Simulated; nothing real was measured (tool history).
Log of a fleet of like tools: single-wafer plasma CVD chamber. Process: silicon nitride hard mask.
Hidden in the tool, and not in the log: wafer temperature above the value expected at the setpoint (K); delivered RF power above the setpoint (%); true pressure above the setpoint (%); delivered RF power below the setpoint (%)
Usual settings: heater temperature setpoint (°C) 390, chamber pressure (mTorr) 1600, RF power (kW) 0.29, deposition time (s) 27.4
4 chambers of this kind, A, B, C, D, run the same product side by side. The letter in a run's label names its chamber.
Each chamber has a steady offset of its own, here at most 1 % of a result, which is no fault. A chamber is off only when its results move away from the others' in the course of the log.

run	hour	heater temperature setpoint (°C)	chamber pressure (mTorr)	RF power (kW)	deposition time (s)	hours since the last thermocouple change	hours since the last RF generator calibration	hours since the last manometer calibration	read-back reference wafer on the same gauge, thickness_nm	mean film thickness on the monitor wafer (Å)
1D	8.5	390	1600	0.29	27.4	206	419.3	2173.6	35.012	313.5
# hour 9.8: chamber C: thermocouple changed; heater temperature recalibrated
# hour 11: chamber B: capacitance manometer re-zeroed and calibrated
# hour 11: chamber C: RF generator calibrated
2A	19.5	390	1600	0.29	27.4	814.4	1686.8	1277.4	34.987	313.92
3B	27.8	390	1600	0.29	27.4	37.5	1600.9	16.9	34.985	310.61
4C	38.2	390	1600	0.29	27.4	28.4	27.3	561.6	34.966	308.78
5D	45.2	390	1600	0.29	27.4	242.7	456	2210.3	35.001	312.88
6A	59.8	390	1600	0.29	27.4	854.7	1727.1	1317.7	35.006	311.12
7C	74.5	390	1600	0.29	27.4	64.7	63.6	597.9	35.011	309.65
8B	82.8	390	1600	0.29	27.4	92.5	1655.9	71.9	34.989	308.11
9A	98	390	1600	0.29	27.4	892.9	1765.3	1355.9	35.007	309.89
# hour 110.1: chamber D: capacitance manometer re-zeroed and calibrated
10D	112.1	390	1600	0.29	27.4	309.6	522.9	2	34.989	309.44
11C	123.1	403	1250	0.29	27.4	113.3	112.2	646.5	35.002	283.56
12B	132.4	403	1250	0.29	27.4	142.1	1705.5	121.5	35.014	285.34
13A	144.3	403	1250	0.29	27.4	939.2	1811.6	1402.2	34.981	287.05
14C	157.9	403	1250	0.29	27.4	148.1	147	681.3	34.99	284.98
15B	164.7	390	1600	0.29	24.2	174.4	1737.8	153.8	35.015	272.73
16D	172.8	390	1600	0.29	24.2	370.3	583.6	62.7	34.961	271.31
17B	180.4	390	1600	0.29	24.2	190.1	1753.5	169.5	34.998	272.29
18C	190.7	390	1600	0.29	24.2	180.9	179.8	714.1	35.038	274.17
19D	199.3	390	1770	0.29	27.4	396.8	610.1	89.2	35.002	316.71
20A	213.7	390	1770	0.29	27.4	1008.6	1881	1471.6	34.992	320.39
21A	228.2	390	1770	0.29	27.4	1023.1	1895.5	1486.1	35.012	319.1
# hour 231.2: chamber B: RF generator calibrated
22B	236.6	390	1770	0.29	27.4	246.3	5.4	225.7	34.959	317.77
23D	247.9	404	1600	0.345	27.4	445.4	658.7	137.8	34.982	342.26
24C	261.6	404	1600	0.345	27.4	251.8	250.7	785	34.968	344.44
25D	276.7	404	1600	0.345	27.4	474.2	687.5	166.6	34.996	339.23
26A	286.2	404	1600	0.345	27.4	1081.1	1953.5	1544.1	34.974	346.73
27C	295.6	390	1600	0.29	27.4	285.8	284.7	819	35.003	309.89
28B	307.5	390	1600	0.29	27.4	317.2	76.3	296.6	34.994	311.51
29B	315.4	390	1790	0.29	27.4	325.1	84.2	304.5	34.964	320.22
30A	329.5	390	1790	0.29	27.4	1124.4	1996.8	1587.4	35.012	322.76
31C	341.3	390	1790	0.29	27.4	331.5	330.4	864.7	35.003	318.3
32D	356.6	390	1790	0.29	27.4	554.1	767.4	246.5	34.988	311.46

Is one chamber off against the others, does the gauge drift, or is nothing wrong? If a chamber is off, say which, and what the likeliest cause is.

Chamber D drifts away from the others.
Cause: delivered RF power below the setpoint (%) = 5.84.

Here are 4 candidates for chamber D's next run, each the usual settings with a change, their results left as question marks. Which one brings its results back in line with what the others give on the usual settings?
In line means no further than this from the other chambers' mean on the usual settings: mean film thickness on the monitor wafer (Å) 3.9
33D-1	367.7	390	1600	0.315	27.4					?
33D-2	367.7	390	1580	0.285	26.5					?
33D-3	367.7	390	1600	0.305	27.4					?
33D-4	367.7	390	1590	0.285	26.9					?

The other chambers' mean on the usual settings: mean film thickness on the monitor wafer (Å) 310
run	mean film thickness on the monitor wafer (Å)
33D-1	317.79
33D-2	286.4
33D-3	311.03
33D-4	291.24
33D-3 brings the chamber back in line.
